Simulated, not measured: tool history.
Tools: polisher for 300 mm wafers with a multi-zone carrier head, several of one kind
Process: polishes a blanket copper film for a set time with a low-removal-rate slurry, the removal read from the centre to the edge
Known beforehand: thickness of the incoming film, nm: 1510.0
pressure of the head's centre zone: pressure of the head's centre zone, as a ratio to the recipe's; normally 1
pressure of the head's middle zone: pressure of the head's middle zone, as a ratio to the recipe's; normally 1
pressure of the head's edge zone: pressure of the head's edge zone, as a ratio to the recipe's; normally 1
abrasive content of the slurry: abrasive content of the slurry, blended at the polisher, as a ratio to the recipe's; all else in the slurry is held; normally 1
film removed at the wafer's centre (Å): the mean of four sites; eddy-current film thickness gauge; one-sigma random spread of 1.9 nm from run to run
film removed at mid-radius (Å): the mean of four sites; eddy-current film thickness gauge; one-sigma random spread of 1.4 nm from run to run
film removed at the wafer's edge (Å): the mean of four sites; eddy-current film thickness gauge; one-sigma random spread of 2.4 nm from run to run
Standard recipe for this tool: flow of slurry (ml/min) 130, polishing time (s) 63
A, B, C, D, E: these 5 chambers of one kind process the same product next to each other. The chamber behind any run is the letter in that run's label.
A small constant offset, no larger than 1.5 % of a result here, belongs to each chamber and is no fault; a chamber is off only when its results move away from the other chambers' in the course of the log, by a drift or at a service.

| run | hour | flow of slurry (ml/min) | pressure of the head's centre zone | pressure of the head's middle zone | pressure of the head's edge zone | abrasive content of the slurry | polishing time (s) | film removed at the wafer's centre (Å) | film removed at mid-radius (Å) | film removed at the wafer's edge (Å) |
|---|---|---|---|---|---|---|---|---|---|---|
| 1C | 5.7 | 130 | 1 | 1 | 1 | 1 | 63 | 1941 | 1981.7 | 1954.9 |
|  | 9.4 | chamber A: centre zone pressure recalibrated |
| 2E | 11.8 | 130 | 1 | 1 | 1 | 1 | 63 | 1921.1 | 1928 | 1924.3 |
|  | 19 | chamber E: worn pad replaced by a new one |
|  | 19.7 | chamber E: slurry nozzle cleaned |
| 3A | 21.2 | 130 | 1 | 1 | 1 | 1 | 63 | 1944.1 | 1905 | 1958 |
|  | 27.1 | chamber C: worn pad replaced by a new one |
| 4D | 30.2 | 130 | 1 | 1 | 1 | 1 | 63 | 1925.1 | 1949.5 | 1971.5 |
| 5B | 38.3 | 130 | 1 | 1 | 1 | 1 | 63 | 1924.2 | 1957.3 | 1950.2 |
|  | 46.3 | chamber A: slurry nozzle cleaned |
| 6C | 47.1 | 165 | 1 | 1.09 | 1 | 1 | 63 | 2048 | 2230 | 1986.4 |
| 7E | 55.1 | 165 | 1 | 1.09 | 1 | 1 | 63 | 2012.7 | 2194.6 | 2040.6 |
| 8A | 59.7 | 165 | 1 | 1.09 | 1 | 1 | 63 | 2000.6 | 2225.1 | 1983.5 |
| 9D | 66.3 | 165 | 1 | 1.09 | 1 | 1 | 63 | 2062 | 2202 | 2019.2 |
| 10B | 71.8 | 165 | 1 | 1.09 | 1 | 1 | 63 | 2031.2 | 2223.8 | 2056 |
|  | 72.8 | chamber D: worn pad replaced by a new one |
|  | 75.7 | chamber C: slurry nozzle cleaned |
| 11C | 78.1 | 130 | 1 | 1 | 1 | 1 | 63 | 1932.4 | 1952.1 | 1940.6 |
| 12A | 85.6 | 130 | 1 | 1 | 1 | 1 | 63 | 1927.7 | 1926 | 1905.3 |
| 13B | 93.8 | 130 | 1.04 | 0.93 | 1 | 1 | 63 | 1999.1 | 1833.3 | 1944 |
|  | 98.3 | chamber B: worn pad replaced by a new one |
|  | 98.9 | chamber E: worn pad replaced by a new one |
|  | 100.4 | chamber C: worn pad replaced by a new one |
| 14D | 102.6 | 130 | 1.04 | 0.93 | 1 | 1 | 63 | 2048.9 | 1845.4 | 1951.3 |
| 15E | 111.5 | 130 | 1.04 | 0.93 | 1 | 1 | 63 | 1993.8 | 1807.6 | 1913.3 |
| 16C | 118.2 | 130 | 1.04 | 0.93 | 1 | 1 | 63 | 1976.5 | 1846.3 | 1945.6 |
| 17E | 124.2 | 130 | 1.04 | 0.93 | 1 | 1 | 63 | 2018.7 | 1801.9 | 1926.3 |
| 18A | 132.7 | 130 | 1 | 1 | 1 | 1 | 63 | 1906.1 | 1887.2 | 1916.9 |
| 19B | 142.2 | 130 | 1 | 1 | 1 | 1 | 63 | 1910.3 | 1949.3 | 1976.6 |
|  | 144.3 | chamber B: centre zone pressure recalibrated |
| 20D | 149.4 | 130 | 1 | 1 | 1 | 1 | 63 | 1980.6 | 1956.5 | 1909.8 |
| 21C | 155.1 | 130 | 1 | 1 | 1 | 1 | 63 | 1959.1 | 1963.8 | 1953.1 |
|  | 156.6 | chamber C: worn pad replaced by a new one |
| 22E | 164.8 | 130 | 1 | 1 | 0.96 | 1 | 63 | 1928.8 | 1886.5 | 1866.2 |
|  | 168.3 | chamber E: worn pad replaced by a new one |
| 23D | 170 | 130 | 1 | 1 | 0.96 | 1 | 63 | 1942.1 | 1957.5 | 1885.8 |
| 24B | 180.1 | 130 | 1 | 1 | 0.96 | 1 | 63 | 1939.6 | 1956.3 | 1920 |
|  | 183.4 | chamber B: worn pad replaced by a new one |
|  | 183.9 | chamber D: worn pad replaced by a new one |
| 25A | 185.7 | 130 | 1 | 1 | 0.96 | 1 | 63 | 1852.2 | 1877.5 | 1859.7 |
| 26E | 190.9 | 130 | 1 | 1 | 0.96 | 1 | 63 | 1941.9 | 1913.4 | 1882.6 |
|  | 191.4 | chamber B: slurry nozzle cleaned |
| 27A | 200.4 | 130 | 1 | 1 | 1 | 1 | 63 | 1858.1 | 1850.5 | 1882.1 |
| 28C | 207.2 | 130 | 1 | 1 | 1 | 1 | 63 | 1923.6 | 1962.4 | 1907.3 |
| 29D | 215.8 | 130 | 1 | 1 | 1 | 1 | 63 | 1989.7 | 1962.8 | 1978.6 |
|  | 219.2 | chamber C: worn pad replaced by a new one |
| 30B | 223.2 | 130 | 1 | 1 | 1 | 1 | 63 | 1905.6 | 1949.4 | 1947.7 |
| 31D | 227.9 | 130 | 1 | 1 | 1 | 1 | 63 | 1973.6 | 1933.1 | 1974.6 |
| 32B | 236.1 | 130 | 1 | 1 | 1 | 1 | 63 | 1945.3 | 1962.2 | 1914.7 |
| 33E | 243.4 | 130 | 1 | 1 | 1 | 1 | 63 | 1939.9 | 1909.2 | 1961.8 |
|  | 246.3 | chamber E: worn pad replaced by a new one |
| 34A | 249.9 | 130 | 1 | 1 | 1 | 1 | 63 | 1816.2 | 1847.3 | 1850.8 |
|  | 252.9 | chamber E: slurry nozzle cleaned |
|  | 253.9 | chamber A: edge zone pressure recalibrated |
| 35C | 255 | 130 | 1 | 1 | 1 | 1 | 63 | 1936.3 | 1933.7 | 1933.9 |
| 36A | 262.6 | 130 | 1 | 1 | 1 | 1 | 63 | 1837.6 | 1810.5 | 1849 |
| 37C | 268.5 | 130 | 1.04 | 0.88 | 1 | 1 | 63 | 2014.7 | 1728.4 | 1934.4 |
|  | 269.6 | chamber B: worn pad replaced by a new one |
| 38D | 276.9 | 130 | 1.04 | 0.88 | 1 | 1 | 63 | 2042.7 | 1735.6 | 1978.4 |
| 39E | 286.5 | 130 | 1.04 | 0.88 | 1 | 1 | 63 | 2014 | 1723 | 1908.6 |
| 40B | 293.2 | 130 | 1.04 | 0.88 | 1 | 1 | 63 | 2010.5 | 1735.6 | 1978 |
| 41B | 300 | 130 | 1.04 | 0.88 | 1 | 1 | 63 | 1975.9 | 1736.7 | 1936.6 |

Next, every chamber runs the same settings. What will each give?
| 42A | 307.2 | 130 | 1 | 1 | 1 | 1 | 63 | ? | ? | ? |
| 42B | 307.2 | 130 | 1 | 1 | 1 | 1 | 63 | ? | ? | ? |
| 42C | 307.2 | 130 | 1 | 1 | 1 | 1 | 63 | ? | ? | ? |
| 42D | 307.2 | 130 | 1 | 1 | 1 | 1 | 63 | ? | ? | ? |
| 42E | 307.2 | 130 | 1 | 1 | 1 | 1 | 63 | ? | ? | ? |

| run | film removed at the wafer's centre (Å) | film removed at mid-radius (Å) | film removed at the wafer's edge (Å) |
|---|---|---|---|
| 42A | 1838.5 | 1822.5 | 1770.2 |
| 42B | 1972.4 | 1966.4 | 1941.7 |
| 42C | 1953.7 | 1962.4 | 1949.1 |
| 42D | 1927.1 | 1942.7 | 1938.9 |
| 42E | 1921.3 | 1945.6 | 1873.6 |
